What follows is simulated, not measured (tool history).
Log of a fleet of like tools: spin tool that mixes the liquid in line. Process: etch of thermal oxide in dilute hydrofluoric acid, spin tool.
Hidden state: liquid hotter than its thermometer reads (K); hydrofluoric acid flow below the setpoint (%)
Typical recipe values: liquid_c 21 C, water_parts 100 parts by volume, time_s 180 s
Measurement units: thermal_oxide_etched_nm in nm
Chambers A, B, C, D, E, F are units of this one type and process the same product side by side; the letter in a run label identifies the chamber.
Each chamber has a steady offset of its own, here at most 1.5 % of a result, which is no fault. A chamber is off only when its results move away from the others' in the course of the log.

run,day,liquid_c,water_parts,time_s,hours since the thermometer was replaced,hours since the hydrofluoric acid flow meter was replaced,"read-back film thickness of the thermal oxide reference wafer, read on the same gauge (nm)",thermal_oxide_etched_nm
1A,0.35,21,100,180,172.8,744.6,60.038,7.4862
2B,0.654,21,100,180,623.2,442.3,60.008,7.3883
3F,0.971,21,100,180,592.7,90.5,59.996,7.3939
# day 1.033: chamber C: hydrofluoric acid flow meter replaced
4C,1.279,21,100,180,1921.6,6,59.985,7.4739
5E,1.633,21,100,180,234.6,565.8,59.966,7.3847
6D,1.933,21,100,180,51.4,108.7,59.975,7.3995
7B,2.133,21,100,180,658.7,477.8,59.979,7.3593
# day 2.217: chamber F: thermometer replaced
8C,2.5,21,100,180,1950.9,35.3,59.987,7.4012
9F,2.721,21,100,180,12.1,132.5,59.995,7.3679
10E,3.05,21,100,180,268.6,599.8,59.984,7.3535
11A,3.304,21,100,250,243.7,815.5,60.006,10.429
12D,3.529,21,100,250,89.7,147,60.016,10.068
13E,3.762,21,100,250,285.7,616.9,59.994,10.267
14D,3.925,21,100,250,99.2,156.5,60.006,10.131
15F,4.271,21,100,250,49.3,169.7,60.013,9.9812
16B,4.592,21,100,250,717.7,536.8,60.014,10.452
17C,4.9,21,100,180,2008.5,92.9,59.996,7.5046
18A,5.075,21,100,180,286.2,858,59.99,7.4946
19C,5.438,21,100,180,2021.4,105.8,60.001,7.3519
20F,5.767,21,100,180,85.2,205.6,59.987,7.338
21E,5.975,21,100,275,338.8,670,60.013,11.37
22A,6.262,21,100,275,314.7,886.5,60.004,11.405
23B,6.567,21,100,275,765.1,584.2,60.015,11.548
24D,6.775,21,100,275,167.6,224.9,59.986,11.139
25B,7.05,21,100,275,776.7,595.8,60.012,11.773
26D,7.225,21,100,275,178.4,235.7,60.017,11.294
27E,7.412,21,100,180,373.3,704.5,60.004,7.3486
28A,7.738,21,100,180,350.1,921.9,60.007,7.4439
29C,7.962,21,100,180,2082,166.4,60.013,7.3351
30F,8.233,21,100,180,144.4,264.8,60.016,7.3021
31D,8.479,21,100,180,208.5,265.8,60.023,7.2772
32E,8.842,21,100,180,407.6,738.8,59.991,7.372
33A,9.088,21,55,180,382.5,954.3,59.975,14.49
34F,9.304,21,55,180,170.1,290.5,59.996,14.374
35B,9.475,21,55,180,834.9,654,60.001,14.868
36C,9.704,21,55,180,2123.8,208.2,60.004,14.293
37F,9.946,21,55,180,185.5,305.9,60.023,14.261
38A,10.283,21,55,180,411.2,983,60.001,14.196
39B,10.512,21,100,180,859.8,678.9,60.002,7.8339
40D,10.725,21,100,180,262.4,319.7,59.971,7.1962
41C,11.067,21,100,180,2156.5,240.9,59.998,7.3409

Next, all 6 chambers run the settings below, one line each with question marks for the results. What does each chamber give?
42A,11.333,21,100,180,,,,?
42B,11.333,21,100,180,,,,?
42C,11.333,21,100,180,,,,?
42D,11.333,21,100,180,,,,?
42E,11.333,21,100,180,,,,?
42F,11.333,21,100,180,,,,?

run,thermal_oxide_etched_nm
42A,7.5822
42B,7.9542
42C,7.2518
42D,7.3871
42E,7.3587
42F,7.3928
